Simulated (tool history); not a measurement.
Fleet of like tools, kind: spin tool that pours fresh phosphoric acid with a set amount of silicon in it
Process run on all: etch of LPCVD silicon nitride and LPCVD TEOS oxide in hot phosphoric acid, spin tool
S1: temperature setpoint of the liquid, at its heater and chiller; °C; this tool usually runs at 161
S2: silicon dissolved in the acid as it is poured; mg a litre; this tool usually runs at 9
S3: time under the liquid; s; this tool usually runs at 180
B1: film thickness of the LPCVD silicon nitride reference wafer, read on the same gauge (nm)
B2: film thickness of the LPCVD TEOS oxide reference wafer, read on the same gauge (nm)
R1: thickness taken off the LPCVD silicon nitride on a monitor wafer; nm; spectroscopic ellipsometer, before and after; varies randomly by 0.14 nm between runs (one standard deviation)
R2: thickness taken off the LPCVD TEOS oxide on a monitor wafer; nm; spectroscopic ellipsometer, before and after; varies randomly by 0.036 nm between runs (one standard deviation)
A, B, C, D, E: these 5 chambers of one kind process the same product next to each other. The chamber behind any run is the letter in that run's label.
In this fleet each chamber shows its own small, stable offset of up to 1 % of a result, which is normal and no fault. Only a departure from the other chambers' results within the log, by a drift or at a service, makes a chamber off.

run     day     S1    S2   S3      B1      B2      R1       R2
 1C   0.354    161     9  180  129.97  110.01  16.487    0.505
 2B   0.942    161     9  180  129.99  110.01  16.164  0.55733
 3E   1.375    161     9  180  130.01     110  16.081  0.55708
 4D   1.917    161     9  180  129.98     110  16.507  0.48837
 5A   2.492    161     9  180  129.99  109.99  16.616  0.57742
      2.562  -- chamber A: heated supply line repaired
      2.629  -- chamber D: dissolved silicon flow meter replaced
 6B   3.038    161     9  180     130  110.03  16.603  0.52273
 7D   3.362    161     9  180  129.96  109.99  16.607  0.49969
 8C   3.638    161     9  180  129.99  109.96  16.397  0.53931
 9E   4.112    161     2  100  130.01     110  9.0815  0.32911
10A   4.692    161     2  100  129.99     110  9.2602  0.35119
11B   4.962    161     2  100  129.99  109.99  9.1284  0.37343
12C   5.412    161     2  100  130.01  109.99  9.0389  0.35978
      5.642  -- chamber E: heated supply line repaired
13A   5.971    161     2  100  129.98  110.02  9.0991  0.36223
14E   6.496    161     9  180  129.99  110.01  16.059  0.56702
15D   6.925    161     9  180  130.02  109.99   16.26  0.52852
16C   7.375  159.5     9  180  129.96     110  15.479  0.43447
      7.488  -- chamber A: thermometer replaced
17B   7.729  159.5     9  180  129.99  109.99  15.576  0.51935
18D   8.267  159.5     9  180  129.95  110.01   15.42  0.45339
19E   8.896  159.5     9  180  130.01  110.01  15.647  0.48334
20A   9.508  159.5     9  180  129.99     110   15.65  0.42912
21E   9.938    161     9  180  130.02     110  16.301  0.50994
22A  10.562    158  14.5  180     130  110.03  14.847  0.35931
23B  10.929    158  14.5  180  129.99  110.01  14.722  0.37206
24C  11.325    158  14.5  180     130  109.99  13.922  0.38495
25D  11.917    158  14.5  180     130     110  14.966  0.38357
26E  12.446    158  14.5  180  130.01  110.01  14.678  0.38628
     12.654  -- chamber B: dissolved silicon flow meter replaced
27B  12.808    161     9  180  129.98  109.99  16.417  0.49687
     13.217  -- chamber C: dissolved silicon flow meter replaced
28A  13.446    161     9  180     130  109.98  16.453  0.53982
     13.475  -- chamber E: thermometer replaced
29D  13.758    161     9  180  129.98  110.03  16.428  0.55133
30C  14.158    159     3  180  129.98     110  14.202  0.44568
31E  14.467    159     3  180  129.99  109.99  15.396  0.50646
32B    15.1    159     3  180     130     110   15.37  0.50545
33D  15.733    159     3  180  129.97     110  14.953  0.50833
34C  16.296    159     3  180  130.02  109.98   13.95  0.38795
35A  16.633  162.5     9  180  129.96  109.99  17.371  0.59179

Each of the 5 chambers runs these same settings next. Fill in every chamber's results:
36A  17.092  161   9  180           ?   ?
36B  17.092  161   9  180           ?   ?
36C  17.092  161   9  180           ?   ?
36D  17.092  161   9  180           ?   ?
36E  17.092  161   9  180           ?   ?

run      R1       R2
36A   16.49  0.55019
36B   16.29  0.60022
36C  14.771  0.37006
36D    16.3  0.54199
36E  16.258  0.52489
